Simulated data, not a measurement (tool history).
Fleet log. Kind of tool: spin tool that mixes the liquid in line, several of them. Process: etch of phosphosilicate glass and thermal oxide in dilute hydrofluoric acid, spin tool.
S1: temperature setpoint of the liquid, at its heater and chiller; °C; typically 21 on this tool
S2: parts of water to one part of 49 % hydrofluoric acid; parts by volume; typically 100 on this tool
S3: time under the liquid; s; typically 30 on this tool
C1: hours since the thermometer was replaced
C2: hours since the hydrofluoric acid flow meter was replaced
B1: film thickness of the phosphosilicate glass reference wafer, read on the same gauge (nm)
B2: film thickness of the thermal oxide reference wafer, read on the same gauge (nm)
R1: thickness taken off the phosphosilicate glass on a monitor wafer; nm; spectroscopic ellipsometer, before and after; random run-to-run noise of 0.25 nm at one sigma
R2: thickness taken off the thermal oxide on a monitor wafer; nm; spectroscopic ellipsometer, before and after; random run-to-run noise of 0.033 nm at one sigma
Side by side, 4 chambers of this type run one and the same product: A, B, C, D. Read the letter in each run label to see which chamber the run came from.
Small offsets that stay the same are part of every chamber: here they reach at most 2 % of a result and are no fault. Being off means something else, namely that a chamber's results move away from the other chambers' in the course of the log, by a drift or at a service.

| run | day | S1 | S2 | S3 | C1 | C2 | B1 | B2 | R1 | R2 |
|---|---|---|---|---|---|---|---|---|---|---|
| 1D | 0.267 | 21 | 100 | 30 | 820.4 | 590.1 | 90.003 | 110.01 | 32.439 | 1.2269 |
| 2C | 0.617 | 21 | 100 | 30 | 1038.2 | 475.7 | 89.999 | 109.97 | 33.113 | 1.1706 |
| 3B | 0.846 | 21 | 100 | 30 | 1311.9 | 360.8 | 90.019 | 110.03 | 32.474 | 1.1536 |
| 4A | 1.029 | 21 | 100 | 30 | 499.9 | 318.4 | 90.002 | 109.97 | 33.559 | 1.2482 |
| 5D | 1.304 | 21 | 100 | 40 | 845.3 | 615 | 90.003 | 110.03 | 43.764 | 1.6221 |
| 6B | 1.604 | 21 | 100 | 40 | 1330.1 | 379 | 89.993 | 109.98 | 44.097 | 1.543 |
| 7A | 1.8 | 21 | 100 | 40 | 518.4 | 336.9 | 90.021 | 110.04 | 44.826 | 1.6751 |
| 8C | 2.033 | 21 | 100 | 40 | 1072.2 | 509.7 | 90.011 | 109.99 | 43.599 | 1.5783 |
| 9A | 2.383 | 21 | 100 | 30 | 532.4 | 350.9 | 90.026 | 110 | 33.132 | 1.2787 |
| 10B | 2.717 | 21 | 100 | 30 | 1356.8 | 405.7 | 90.014 | 110 | 32.984 | 1.2837 |
| 11D | 3.033 | 21 | 100 | 30 | 886.8 | 656.5 | 90.031 | 109.95 | 32.728 | 1.2318 |
| 12C | 3.258 | 21 | 100 | 30 | 1101.6 | 539.1 | 90.012 | 110.02 | 32.958 | 1.2235 |
| 13D | 3.625 | 21 | 100 | 30 | 901 | 670.7 | 89.97 | 109.99 | 32.606 | 1.2756 |
| 14C | 3.967 | 21 | 100 | 30 | 1118.6 | 556.1 | 89.96 | 110.01 | 33.387 | 1.2465 |
| 15A | 4.242 | 21 | 100 | 30 | 577 | 395.5 | 89.984 | 110 | 32.859 | 1.2362 |
| 16B | 4.475 | 21 | 100 | 20 | 1399 | 447.9 | 90.013 | 109.96 | 22.152 | 0.81925 |
| 17D | 4.804 | 21 | 100 | 20 | 929.3 | 699 | 89.999 | 110 | 21.634 | 0.83539 |
| 18A | 5.154 | 21 | 100 | 20 | 598.9 | 417.4 | 89.993 | 109.96 | 21.847 | 0.82602 |
| 19C | 5.429 | 21 | 100 | 20 | 1153.7 | 591.2 | 89.994 | 109.95 | 21.713 | 0.85368 |
| 20B | 5.671 | 21 | 145 | 30 | 1427.7 | 476.6 | 89.99 | 110.03 | 20.966 | 0.79941 |
| 21B | 5.962 | 21 | 145 | 30 | 1434.7 | 483.6 | 89.994 | 109.99 | 21.423 | 0.82355 |
| 22C | 6.25 | 21 | 145 | 30 | 1173.4 | 610.9 | 89.996 | 109.99 | 21.751 | 0.8248 |
|  | 6.429 | chamber D: thermometer replaced |
|  | 6.462 | chamber A: hydrofluoric acid flow meter replaced |
| 23D | 6.504 | 21 | 145 | 30 | 1.8 | 739.8 | 89.966 | 109.97 | 21.448 | 0.77989 |
| 24A | 6.804 | 21 | 100 | 30 | 638.5 | 8.2 | 90.012 | 109.99 | 32.926 | 1.2344 |
| 25D | 7.154 | 21 | 100 | 30 | 17.4 | 755.4 | 90.006 | 109.98 | 32.834 | 1.2507 |
| 26B | 7.375 | 21 | 100 | 30 | 1468.6 | 517.5 | 89.995 | 109.96 | 32.322 | 1.2655 |
| 27A | 7.75 | 21 | 100 | 30 | 661.2 | 30.9 | 89.976 | 110 | 33.176 | 1.2349 |
| 28C | 7.988 | 21 | 100 | 30 | 1215.1 | 652.6 | 89.998 | 110 | 33.071 | 1.263 |
| 29D | 8.158 | 21 | 100 | 30 | 41.5 | 779.5 | 89.994 | 109.99 | 32.436 | 1.2357 |
| 30B | 8.367 | 21 | 100 | 30 | 1492.4 | 541.3 | 89.98 | 109.96 | 32.416 | 1.2389 |
| 31C | 8.538 | 21 | 100 | 30 | 1228.3 | 665.8 | 90.002 | 109.99 | 32.894 | 1.1605 |
| 32A | 8.792 | 21 | 100 | 30 | 686.2 | 55.9 | 89.98 | 110 | 33.017 | 1.2598 |
|  | 9.096 | chamber B: hydrofluoric acid flow meter replaced |
| 33A | 9.1 | 21 | 100 | 30 | 693.6 | 63.3 | 89.98 | 109.99 | 32.695 | 1.234 |
| 34B | 9.271 | 21 | 125 | 35 | 1514.1 | 4.2 | 89.958 | 110.05 | 29.501 | 1.129 |
| 35D | 9.475 | 21 | 125 | 35 | 73.1 | 811.1 | 89.999 | 109.95 | 29.63 | 1.0835 |
| 36C | 9.838 | 21 | 125 | 35 | 1259.5 | 697 | 90.008 | 110.03 | 29.938 | 1.0803 |
| 37B | 10.125 | 21 | 125 | 35 | 1534.6 | 24.7 | 89.976 | 109.96 | 29.126 | 1.0745 |
| 38A | 10.421 | 21 | 100 | 30 | 725.3 | 95 | 89.994 | 110.02 | 33.08 | 1.2354 |
| 39C | 10.596 | 21 | 100 | 30 | 1277.7 | 715.2 | 89.979 | 110 | 32.941 | 1.2248 |
| 40D | 10.817 | 21 | 100 | 30 | 105.3 | 843.3 | 89.978 | 109.97 | 32.669 | 1.1989 |
| 41A | 11.058 | 21 | 100 | 30 | 740.6 | 110.3 | 89.97 | 110.01 | 33.098 | 1.2772 |
| 42D | 11.229 | 18 | 100 | 15 | 115.2 | 853.2 | 89.999 | 110.02 | 14.507 | 0.55465 |
| 43B | 11.417 | 18 | 100 | 15 | 1565.6 | 55.7 | 90.039 | 109.96 | 14.234 | 0.54365 |

All chambers now run identical settings, listed one chamber a line with results as question marks. What results will each chamber show?
| 44A | 11.683 | 21 | 100 | 20 |  |  |  |  | ? | ? |
| 44B | 11.683 | 21 | 100 | 20 |  |  |  |  | ? | ? |
| 44C | 11.683 | 21 | 100 | 20 |  |  |  |  | ? | ? |
| 44D | 11.683 | 21 | 100 | 20 |  |  |  |  | ? | ? |

| run | R1 | R2 |
|---|---|---|
| 44A | 21.794 | 0.82983 |
| 44B | 21.53 | 0.84322 |
| 44C | 22.056 | 0.804 |
| 44D | 21.56 | 0.78649 |
